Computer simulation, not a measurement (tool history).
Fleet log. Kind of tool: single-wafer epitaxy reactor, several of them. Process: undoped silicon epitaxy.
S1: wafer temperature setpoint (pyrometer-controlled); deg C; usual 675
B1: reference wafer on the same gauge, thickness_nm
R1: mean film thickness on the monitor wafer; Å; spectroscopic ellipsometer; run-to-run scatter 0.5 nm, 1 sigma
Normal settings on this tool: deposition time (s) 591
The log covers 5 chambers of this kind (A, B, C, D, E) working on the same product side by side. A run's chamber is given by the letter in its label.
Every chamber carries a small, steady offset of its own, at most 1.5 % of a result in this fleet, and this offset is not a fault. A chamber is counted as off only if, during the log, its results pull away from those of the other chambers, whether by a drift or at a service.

Run 1C, hour 4.2: usual settings; B1 136.93. Result: R1 1700.0 Å.
Run 2A, hour 9.8: usual settings; B1 136.89. Result: R1 1693.5 Å.
Run 3D, hour 16.9: usual settings; B1 137.10. Result: R1 1673.6 Å.
Run 4B, hour 24.5: usual settings; B1 137.08. Result: R1 1684.5 Å.
Run 5E, hour 30.7: usual settings; B1 137.07. Result: R1 1693.4 Å.
Run 6D, hour 37.1: usual settings but S1 669 deg C, deposition time (s) 640; B1 137.05. Result: R1 1603.9 Å.
Run 7C, hour 45.5: usual settings but S1 669 deg C, deposition time (s) 640; B1 137.06. Result: R1 1632.2 Å.
Run 8A, hour 52.1: usual settings but S1 669 deg C, deposition time (s) 640; B1 137.03. Result: R1 1608.4 Å.
Run 9E, hour 56.4: usual settings but S1 669 deg C, deposition time (s) 640; B1 136.97. Result: R1 1623.9 Å.
Run 10B, hour 65.5: usual settings but S1 669 deg C, deposition time (s) 640; B1 136.95. Result: R1 1603.1 Å.
Run 11B, hour 70.0: usual settings; B1 137.11. Result: R1 1685.4 Å.
Run 12C, hour 77.6: usual settings; B1 137.00. Result: R1 1699.2 Å.
Run 13D, hour 82.3: usual settings; B1 137.07. Result: R1 1666.2 Å.
Run 14A, hour 88.5: usual settings; B1 136.98. Result: R1 1694.2 Å.
Run 15E, hour 96.2: usual settings; B1 136.93. Result: R1 1685.9 Å.
Run 16E, hour 101.6: usual settings; B1 136.94. Result: R1 1694.6 Å.
Run 17D, hour 108.3: usual settings; B1 136.99. Result: R1 1658.7 Å.
Run 18B, hour 116.4: usual settings but deposition time (s) 486; B1 136.94. Result: R1 1388.6 Å.
Run 19C, hour 120.8: usual settings but deposition time (s) 486; B1 136.93. Result: R1 1393.4 Å.
Run 20A, hour 129.7: usual settings but deposition time (s) 486; B1 136.86. Result: R1 1391.8 Å.
Run 21D, hour 137.5: usual settings but deposition time (s) 486; B1 137.04. Result: R1 1375.8 Å.
Run 22E, hour 144.1: usual settings but deposition time (s) 486; B1 136.94. Result: R1 1399.7 Å.
Run 23A, hour 149.1: usual settings; B1 137.06. Result: R1 1690.7 Å.
Run 24C, hour 153.3: usual settings; B1 136.95. Result: R1 1700.1 Å.
Run 25B, hour 162.1: usual settings; B1 137.05. Result: R1 1688.3 Å.
Run 26B, hour 166.1: usual settings but deposition time (s) 692; B1 137.01. Result: R1 1969.2 Å.
Run 27C, hour 171.6: usual settings but deposition time (s) 692; B1 137.01. Result: R1 1987.0 Å.
Run 28E, hour 175.9: usual settings but deposition time (s) 692; B1 136.93. Result: R1 1981.1 Å.
Run 29D, hour 184.7: usual settings but deposition time (s) 692; B1 136.97. Result: R1 1950.6 Å.
Run 30A, hour 193.4: usual settings but deposition time (s) 692; B1 136.96. Result: R1 1966.4 Å.
Run 31C, hour 199.6: usual settings; B1 136.84. Result: R1 1695.8 Å.
Run 32A, hour 203.6: usual settings; B1 137.03. Result: R1 1688.0 Å.
Run 33B, hour 210.0: usual settings but S1 684 deg C, deposition time (s) 664; B1 137.04. Result: R1 2282.8 Å.
Run 34E, hour 214.1: usual settings but S1 684 deg C, deposition time (s) 664; B1 137.07. Result: R1 2291.7 Å.
Run 35D, hour 219.0: usual settings but S1 684 deg C, deposition time (s) 664; B1 136.92. Result: R1 2251.7 Å.
At hour 225.6: chamber D: pyrometer calibrated.
Run 36D, hour 227.3: usual settings but S1 684 deg C, deposition time (s) 664; B1 137.00. Result: R1 2252.2 Å.
Run 37A, hour 232.7: usual settings but S1 684 deg C, deposition time (s) 664; B1 136.95. Result: R1 2285.1 Å.
Run 38C, hour 237.2: usual settings; B1 137.04. Result: R1 1699.5 Å.
Run 39E, hour 246.2: usual settings; B1 136.97. Result: R1 1688.5 Å.
Run 40B, hour 253.4: usual settings; B1 137.08. Result: R1 1688.4 Å.

For the next run the whole fleet of 5 chambers uses the same settings. Give each chamber's results:
Run 41A, hour 259.9: usual settings but S1 685 deg C. Result: R1 ?.
Run 41B, hour 259.9: usual settings but S1 685 deg C. Result: R1 ?.
Run 41C, hour 259.9: usual settings but S1 685 deg C. Result: R1 ?.
Run 41D, hour 259.9: usual settings but S1 685 deg C. Result: R1 ?.
Run 41E, hour 259.9: usual settings but S1 685 deg C. Result: R1 ?.

run      R1
41A  2070.4
41B  2078.5
41C  2082.8
41D  2041.3
41E  2082.8
